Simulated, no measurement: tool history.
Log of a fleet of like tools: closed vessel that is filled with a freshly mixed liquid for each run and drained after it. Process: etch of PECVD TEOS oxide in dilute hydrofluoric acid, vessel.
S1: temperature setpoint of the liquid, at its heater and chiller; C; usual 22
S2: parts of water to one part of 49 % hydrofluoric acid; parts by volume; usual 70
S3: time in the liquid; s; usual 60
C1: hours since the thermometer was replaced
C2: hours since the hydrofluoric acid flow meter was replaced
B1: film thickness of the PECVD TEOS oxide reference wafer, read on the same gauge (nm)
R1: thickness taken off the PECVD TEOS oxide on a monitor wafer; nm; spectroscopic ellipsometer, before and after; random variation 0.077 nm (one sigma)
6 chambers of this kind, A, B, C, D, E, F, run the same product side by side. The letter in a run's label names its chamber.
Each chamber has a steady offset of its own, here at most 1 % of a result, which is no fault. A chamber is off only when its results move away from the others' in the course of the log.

run	hour	S1	S2	S3	C1	C2	B1	R1
1A	7	22	70	60	940.4	2483.3	100.02	11.632
# hour 12.9: chamber D: hydrofluoric acid flow meter replaced
2E	17	22	70	60	2475.9	291.4	99.945	11.445
3B	27.9	22	70	60	457.1	709.5	99.975	11.525
4C	34.9	22	70	60	127.8	338	100.02	11.52
5F	42.5	22	70	60	389.2	1116.2	99.993	11.58
# hour 56.2: chamber A: thermometer replaced
6D	56.5	22	70	60	60.5	43.6	99.974	11.699
7E	71.9	22	70	60	2530.8	346.3	99.962	11.625
8B	81	22	70	60	510.2	762.6	99.987	11.623
9F	90.7	27	95	60	437.4	1164.4	100.04	9.9886
10A	103.6	27	95	60	47.5	2579.9	99.928	10.187
11C	117.9	27	95	60	210.8	421	99.981	10.175
12D	124.7	27	95	60	128.7	111.8	99.972	10.118
13E	137.9	27	95	60	2596.8	412.3	100.02	10.156
# hour 142: chamber A: hydrofluoric acid flow meter replaced
14D	146.9	27	95	60	150.9	134	100.01	10.161
15F	160.7	22	70	60	507.4	1234.4	99.969	11.383
16A	168.7	22	70	60	112.6	26.8	99.982	11.823
17B	178.1	22	90	80	607.3	859.7	99.959	11.645
18C	187	22	90	80	279.9	490.1	100.01	11.74
# hour 198.3: chamber E: hydrofluoric acid flow meter replaced
19D	200.7	22	90	80	204.7	187.8	99.938	11.834
20F	209	22	90	80	555.7	1282.7	99.992	11.391
21A	223.9	22	90	80	167.8	82	100.02	11.755
22B	235.2	22	90	80	664.4	916.8	100.02	11.777
23C	246.4	22	70	60	339.3	549.5	99.988	11.687
24E	260.7	22	70	60	2719.6	62.4	99.998	11.603
25B	275.4	22	70	60	704.6	957	100.02	11.639
26F	289.1	22	90	60	635.8	1362.8	100.04	8.5775
# hour 297.2: chamber C: hydrofluoric acid flow meter replaced
27D	302.7	22	90	60	306.7	289.8	99.996	8.8851
28E	315.4	22	90	60	2774.3	117.1	100	8.7546
29A	328.4	22	90	60	272.3	186.5	100.01	8.8634
30C	344.1	22	90	60	437	46.9	99.986	8.8031
# hour 347.6: chamber E: thermometer replaced
31E	352.5	22	90	60	5	154.2	100.01	8.7654
32C	366.5	24	70	75	459.4	69.3	99.988	15.52
33D	376.1	24	70	75	380.1	363.2	99.96	15.686
34B	385.8	24	70	75	815	1067.4	99.986	15.715
35F	400.3	24	70	75	747	1474	99.946	14.978
36A	407.8	24	70	75	351.7	265.9	99.959	15.932
37D	415.3	24	70	75	419.3	402.4	99.952	15.796
38E	422.6	22	70	60	75.1	224.3	100	11.689
# hour 431.1: chamber B: thermometer replaced
39A	431.6	22	70	60	375.5	289.7	100	11.644
40B	445.2	22	70	60	14.2	1126.8	100.04	11.55
41F	457.4	22	70	60	804.1	1531.1	100.02	11.042
42C	468.9	22	70	50	561.8	171.7	99.966	9.632
43D	477.7	22	70	50	481.7	464.8	100.04	9.7909
44F	485.3	22	70	50	832	1559	99.946	9.2147

Next, every chamber runs the same settings. What will each give?
45A	496.6	22	70	60				?
45B	496.6	22	70	60				?
45C	496.6	22	70	60				?
45D	496.6	22	70	60				?
45E	496.6	22	70	60				?
45F	496.6	22	70	60				?

run	R1
45A	11.651
45B	11.562
45C	11.501
45D	11.709
45E	11.64
45F	10.85
